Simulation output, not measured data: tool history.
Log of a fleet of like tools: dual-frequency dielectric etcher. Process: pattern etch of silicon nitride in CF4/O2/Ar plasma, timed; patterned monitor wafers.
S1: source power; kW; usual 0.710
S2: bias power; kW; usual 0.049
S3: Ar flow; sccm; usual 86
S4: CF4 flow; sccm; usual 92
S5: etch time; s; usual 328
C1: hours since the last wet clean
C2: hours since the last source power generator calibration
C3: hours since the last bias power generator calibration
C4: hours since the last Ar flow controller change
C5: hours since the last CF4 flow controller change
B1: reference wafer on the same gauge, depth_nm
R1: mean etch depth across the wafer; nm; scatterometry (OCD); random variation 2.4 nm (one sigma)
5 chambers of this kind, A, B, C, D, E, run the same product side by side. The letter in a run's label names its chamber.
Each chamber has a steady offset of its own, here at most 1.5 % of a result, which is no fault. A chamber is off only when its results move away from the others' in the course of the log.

run	hour	S1	S2	S3	S4	S5	C1	C2	C3	C4	C5	B1	R1
1B	10.0	0.710	0.049	86	92	328	362.1	686.2	1357.6	2663.4	958.7	794.38	844.89
# hour 23.2: chamber E: bias power generator calibrated
2A	24.0	0.710	0.049	86	92	328	308.6	1804.1	668.6	334.3	457.7	793.55	845.80
3D	37.9	0.710	0.049	86	92	328	244.0	1953.6	2847.5	2914.4	6047.6	793.77	836.84
# hour 43.7: chamber C: wet clean of the chamber
4C	50.1	0.710	0.049	86	92	328	6.4	2010.9	625.1	90.1	3984.0	793.69	845.47
5E	57.6	0.710	0.049	86	92	328	476.8	817.8	34.5	1664.1	1196.2	794.00	845.73
6C	65.8	0.710	0.049	86	92	328	22.1	2026.6	640.8	105.8	3999.7	794.64	846.99
7E	72.9	0.710	0.049	86	92	328	492.1	833.1	49.8	1679.4	1211.5	793.86	848.15
8D	84.0	0.710	0.049	86	92	328	290.1	1999.7	2893.6	2960.5	6093.7	794.23	840.81
9B	94.2	0.710	0.049	86	92	328	446.3	770.4	1441.8	2747.6	1042.9	794.09	847.34
10A	106.5	0.710	0.049	86	92	328	391.1	1886.6	751.1	416.8	540.2	794.56	847.15
# hour 109.9: chamber D: wet clean of the chamber
11B	114.0	0.710	0.049	86	92	328	466.1	790.2	1461.6	2767.4	1062.7	793.75	845.13
12A	125.6	0.710	0.049	86	92	328	410.2	1905.7	770.2	435.9	559.3	793.69	845.70
13C	132.3	0.710	0.049	86	92	328	88.6	2093.1	707.3	172.3	4066.2	794.12	850.62
# hour 134.4: chamber E: wet clean of the chamber
# hour 142.9: chamber A: wet clean of the chamber
14D	146.2	0.710	0.049	86	92	328	36.4	2061.9	2955.8	3022.7	6155.9	793.43	835.71
15E	157.4	0.710	0.049	86	92	328	23.0	917.6	134.3	1763.9	1296.0	793.75	845.95
16D	169.2	0.710	0.049	86	92	328	59.4	2084.9	2978.8	3045.7	6178.9	793.93	840.44
17C	177.5	0.710	0.049	86	92	328	133.8	2138.3	752.5	217.5	4111.4	793.90	846.65
18B	190.9	0.710	0.049	86	92	328	543.0	867.1	1538.5	2844.3	1139.6	793.46	850.49
19A	199.1	0.710	0.049	86	92	328	56.3	1979.2	843.7	509.4	632.8	793.46	878.85
20E	205.3	0.710	0.049	86	92	328	70.9	965.5	182.2	1811.8	1343.9	794.52	851.82
21C	215.4	0.710	0.049	86	92	328	171.7	2176.2	790.4	255.4	4149.3	794.03	852.92
22D	228.8	0.710	0.049	86	92	328	119.0	2144.5	3038.4	3105.3	6238.5	793.81	843.60
# hour 230.9: chamber B: wet clean of the chamber
23A	235.0	0.710	0.049	86	92	328	92.2	2015.1	879.6	545.3	668.7	793.43	870.34
24E	243.5	0.710	0.049	86	92	328	109.1	1003.7	220.4	1850.0	1382.1	794.17	847.25
25B	250.7	0.710	0.049	77	92	328	19.8	926.9	1598.3	2904.1	1199.4	793.77	861.98
26B	263.8	0.710	0.049	77	92	328	32.9	940.0	1611.4	2917.2	1212.5	794.23	859.92
27C	271.5	0.710	0.049	77	92	328	227.8	2232.3	846.5	311.5	4205.4	794.16	863.83
28D	279.8	0.710	0.049	77	92	328	170.0	2195.5	3089.4	3156.3	6289.5	794.51	850.03
29A	289.8	0.710	0.049	77	92	328	147.0	2069.9	934.4	600.1	723.5	793.98	889.23
30E	296.1	0.710	0.049	86	92	361	161.7	1056.3	273.0	1902.6	1434.7	793.92	933.29
31B	308.6	0.710	0.049	86	92	361	77.7	984.8	1656.2	2962.0	1257.3	794.05	937.20
32A	318.3	0.710	0.049	86	92	361	175.5	2098.4	962.9	628.6	752.0	794.31	956.32
33D	325.4	0.710	0.049	86	92	361	215.6	2241.1	3135.0	3201.9	6335.1	793.82	926.75
34C	338.8	0.710	0.049	86	92	361	295.1	2299.6	913.8	378.8	4272.7	794.14	937.14
35E	350.9	0.710	0.049	86	92	328	216.5	1111.1	327.8	1957.4	1489.5	794.01	848.00
36B	357.9	0.580	0.049	86	92	287	127.0	1034.1	1705.5	3011.3	1306.6	794.04	617.59
37A	364.4	0.580	0.049	86	92	287	221.6	2144.5	1009.0	674.7	798.1	794.21	639.71
38D	374.4	0.580	0.049	86	92	287	264.6	2290.1	3184.0	3250.9	6384.1	794.17	615.82

All 5 chambers run these settings next. Forecast each chamber's results:
39A	384.4	0.710	0.049	86	92	328							?
39B	384.4	0.710	0.049	86	92	328							?
39C	384.4	0.710	0.049	86	92	328							?
39D	384.4	0.710	0.049	86	92	328							?
39E	384.4	0.710	0.049	86	92	328							?

run	R1
39A	873.16
39B	845.75
39C	851.38
39D	843.90
39E	847.21
